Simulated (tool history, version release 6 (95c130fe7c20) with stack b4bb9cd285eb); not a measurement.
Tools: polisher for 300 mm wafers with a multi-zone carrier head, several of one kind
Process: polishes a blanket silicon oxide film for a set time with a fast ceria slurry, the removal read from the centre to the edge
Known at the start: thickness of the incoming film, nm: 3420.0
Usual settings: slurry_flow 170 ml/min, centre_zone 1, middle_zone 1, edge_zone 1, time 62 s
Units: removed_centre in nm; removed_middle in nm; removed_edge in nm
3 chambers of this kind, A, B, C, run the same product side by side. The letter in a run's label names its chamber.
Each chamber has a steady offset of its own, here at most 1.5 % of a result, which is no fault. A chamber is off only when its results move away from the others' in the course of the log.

run	hour	slurry_flow	centre_zone	middle_zone	edge_zone	time	removed_centre	removed_middle	removed_edge
1A	3.1	170	1	1	1	62	1118.3	1107.6	1102.5
# hour 3.2: chamber A: worn pad replaced by a new one
2C	8.4	170	1	1	1	62	1120.8	1087.2	1098.3
3B	13.8	170	1	1	1	62	1116.1	1143.9	1102.4
4B	19.2	170	1	1	1	62	1121.2	1118.2	1112.5
5A	24.3	125	1	1.04	1	62	1042	1084.8	1051.3
# hour 25.3: chamber B: worn pad replaced by a new one
6C	29.2	125	1	1.04	1	62	1037.7	1063.5	1044.2
7B	34.5	125	1	1.04	1	62	1061.4	1069.7	1072.8
8A	38.5	170	1	1	1	62	1129.6	1131.4	1100.5
9C	43.3	170	1	1	1	62	1100.2	1112.1	1083.4
10B	48.2	170	1	1	1	62	1125.8	1123.7	1135
11C	52.6	140	1	1	1	83	1409.6	1422.9	1431.6
12A	58	140	1	1	1	83	1438	1419.8	1441.4
13B	62.4	140	1	1	1	83	1447.8	1439.4	1457.6
14C	66.4	170	1	1	1	62	1094.3	1076.9	1083.1
15A	71.3	170	1	1	1	62	1117.4	1137.4	1112.9
16B	75.4	170	1	1	1	62	1123.3	1094.2	1122.5
17A	80.2	170	1	1	1	62	1119.8	1097.3	1112.4
18C	84.9	170	1	1	1	62	1077.7	1085.1	1080.5
19B	88.5	170	1	0.91	1	73	1331.6	1195.4	1310.1
20C	93.1	170	1	0.91	1	73	1268.5	1161.5	1278.4
21A	97.3	170	1	0.91	1	73	1316	1202.9	1315
22C	102.9	125	1	1.08	1	62	992.97	1047.3	1029.6
23A	105.9	125	1	1.08	1	62	1038.1	1121.5	1052
24B	111.3	125	1	1.08	1	62	1053.8	1121.4	1068.7
25B	113.8	170	1	1	1	62	1113.7	1101	1135.6
# hour 117.9: chamber C: centre zone pressure recalibrated
26C	119	170	1	1	1	62	1036.1	1061.5	1062.9
27A	123.4	170	1	1	1	62	1118	1094.1	1094.3
28B	128.9	170	1	1	1	62	1124.9	1108.4	1132.9

What goes on in this fleet: one chamber off, a drifting gauge, or nothing beyond the chambers' own small offsets? Name the chamber and the cause, if any.

Chamber C drifts away from the others.
Cause: slurry flow missing at the pad, % = 28.2.
The log may not tell that from: removal rate lost through wear of the pad, %.

Here are 4 candidates for chamber C's next run, each the usual settings with a change, their results left as question marks. Which one brings its results back in line with what the others give on the usual settings?
In line means no further than this from the other chambers' mean on the usual settings: removed_centre 24 nm; removed_middle 45 nm; removed_edge 32 nm
29C-1	133	175	1.02	1.01	0.99	65	?	?	?
29C-2	133	165	0.98	0.99	1.01	59	?	?	?
29C-3	133	170	1.01	1	1	63	?	?	?
29C-4	133	170	1	1	1	61	?	?	?

The other chambers' mean on the usual settings: removed_centre 1120.9 nm; removed_middle 1113.2 nm; removed_edge 1112.5 nm
run	removed_centre	removed_middle	removed_edge
29C-1	1118.2	1111.3	1106.2
29C-2	955.95	977.2	1005.3
29C-3	1063.9	1060.4	1073
29C-4	1018.9	1026.8	1038.9
29C-1 brings the chamber back in line.

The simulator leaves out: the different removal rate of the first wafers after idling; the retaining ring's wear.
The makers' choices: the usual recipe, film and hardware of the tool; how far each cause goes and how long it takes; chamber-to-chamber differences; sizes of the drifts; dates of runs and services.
